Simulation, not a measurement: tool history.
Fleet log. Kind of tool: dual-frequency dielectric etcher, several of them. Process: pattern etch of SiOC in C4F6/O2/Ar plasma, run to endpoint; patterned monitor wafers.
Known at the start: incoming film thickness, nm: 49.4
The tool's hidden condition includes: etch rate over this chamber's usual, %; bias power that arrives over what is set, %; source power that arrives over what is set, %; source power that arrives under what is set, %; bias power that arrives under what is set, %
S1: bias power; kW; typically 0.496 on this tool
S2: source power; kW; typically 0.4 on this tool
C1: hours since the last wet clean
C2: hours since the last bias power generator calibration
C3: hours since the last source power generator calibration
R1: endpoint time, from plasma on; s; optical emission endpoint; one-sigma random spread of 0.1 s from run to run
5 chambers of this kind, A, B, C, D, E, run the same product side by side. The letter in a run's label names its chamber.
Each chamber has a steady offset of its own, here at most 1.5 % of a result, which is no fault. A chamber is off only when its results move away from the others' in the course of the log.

run 1A hour=4 | S1=0.496 S2=0.4 | C1=251.4 C2=2176 C3=1125.7 | R1=16.493
run 2B hour=7.8 | S1=0.496 S2=0.4 | C1=317.8 C2=2002.1 C3=906.5 | R1=16.605
run 3C hour=14.4 | S1=0.496 S2=0.4 | C1=261.3 C2=1459.7 C3=3961.8 | R1=16.689
run 4E hour=22.6 | S1=0.496 S2=0.4 | C1=103.4 C2=343.4 C3=2753.8 | R1=16.535
run 5D hour=30.1 | S1=0.496 S2=0.4 | C1=78.8 C2=3426.6 C3=1516.7 | R1=16.785
run 6B hour=35.8 | S1=0.496 S2=0.4 | C1=345.8 C2=2030.1 C3=934.5 | R1=16.803
run 7E hour=43.3 | S1=0.449 S2=0.4 | C1=124.1 C2=364.1 C3=2774.5 | R1=17.247
run 8C hour=47.9 | S1=0.449 S2=0.4 | C1=294.8 C2=1493.2 C3=3995.3 | R1=17.143
run 9A hour=55.7 | S1=0.449 S2=0.4 | C1=303.1 C2=2227.7 C3=1177.4 | R1=17.39
run 10D hour=59.7 | S1=0.449 S2=0.4 | C1=108.4 C2=3456.2 C3=1546.3 | R1=17.369
run 11B hour=67.2 | S1=0.449 S2=0.4 | C1=377.2 C2=2061.5 C3=965.9 | R1=17.38
run 12D hour=73.5 | S1=0.496 S2=0.4 | C1=122.2 C2=3470 C3=1560.1 | R1=16.903
run 13C hour=78.8 | S1=0.496 S2=0.4 | C1=325.7 C2=1524.1 C3=4026.2 | R1=16.587
run 14E hour=87.4 | S1=0.496 S2=0.4 | C1=168.2 C2=408.2 C3=2818.6 | R1=16.71
-- hour=91.9 chamber B: wet clean of the chamber
run 15A hour=95.3 | S1=0.533 S2=0.47 | C1=342.7 C2=2267.3 C3=1217 | R1=15.058
run 16D hour=101 | S1=0.533 S2=0.47 | C1=149.7 C2=3497.5 C3=1587.6 | R1=15.593
run 17A hour=106.5 | S1=0.533 S2=0.47 | C1=353.9 C2=2278.5 C3=1228.2 | R1=15.272
-- hour=113.8 chamber C: source power generator calibrated
run 18E hour=114.6 | S1=0.533 S2=0.47 | C1=195.4 C2=435.4 C3=2845.8 | R1=15.424
run 19C hour=123 | S1=0.533 S2=0.47 | C1=369.9 C2=1568.3 C3=9.3 | R1=15.044
run 20B hour=129 | S1=0.496 S2=0.4 | C1=37.2 C2=2123.3 C3=1027.7 | R1=16.555
run 21B hour=133.7 | S1=0.496 S2=0.4 | C1=41.9 C2=2128 C3=1032.4 | R1=16.603
run 22E hour=142.5 | S1=0.587 S2=0.4 | C1=223.3 C2=463.3 C3=2873.7 | R1=15.452
run 23A hour=147.3 | S1=0.587 S2=0.4 | C1=394.7 C2=2319.3 C3=1269 | R1=15.414
run 24D hour=155.2 | S1=0.587 S2=0.4 | C1=203.9 C2=3551.7 C3=1641.8 | R1=15.857
-- hour=160 chamber C: wet clean of the chamber
run 25C hour=162.9 | S1=0.587 S2=0.4 | C1=3 C2=1608.2 C3=49.2 | R1=15.495
run 26A hour=170.3 | S1=0.587 S2=0.4 | C1=417.7 C2=2342.3 C3=1292 | R1=15.537
run 27B hour=178.4 | S1=0.496 S2=0.4 | C1=86.6 C2=2172.7 C3=1077.1 | R1=16.799
run 28C hour=185.9 | S1=0.61 S2=0.48 | C1=26 C2=1631.2 C3=72.2 | R1=14.383
run 29E hour=194.3 | S1=0.61 S2=0.48 | C1=275.1 C2=515.1 C3=2925.5 | R1=14.431
run 30D hour=198.8 | S1=0.61 S2=0.48 | C1=247.5 C2=3595.3 C3=1685.4 | R1=14.532
run 31D hour=205 | S1=0.61 S2=0.48 | C1=253.7 C2=3601.5 C3=1691.6 | R1=14.614
run 32E hour=209.3 | S1=0.61 S2=0.48 | C1=290.1 C2=530.1 C3=2940.5 | R1=14.373
run 33C hour=214 | S1=0.496 S2=0.4 | C1=54.1 C2=1659.3 C3=100.3 | R1=16.581
run 34B hour=220.4 | S1=0.573 S2=0.34 | C1=128.6 C2=2214.7 C3=1119.1 | R1=16.917

Does one chamber stand apart from the rest, does the shared gauge drift, or is all well apart from small per-chamber offsets? Give the chamber and the most likely cause, where there is one.

Nothing is wrong: each chamber keeps only its own small, steady offset and the gauge holds still.

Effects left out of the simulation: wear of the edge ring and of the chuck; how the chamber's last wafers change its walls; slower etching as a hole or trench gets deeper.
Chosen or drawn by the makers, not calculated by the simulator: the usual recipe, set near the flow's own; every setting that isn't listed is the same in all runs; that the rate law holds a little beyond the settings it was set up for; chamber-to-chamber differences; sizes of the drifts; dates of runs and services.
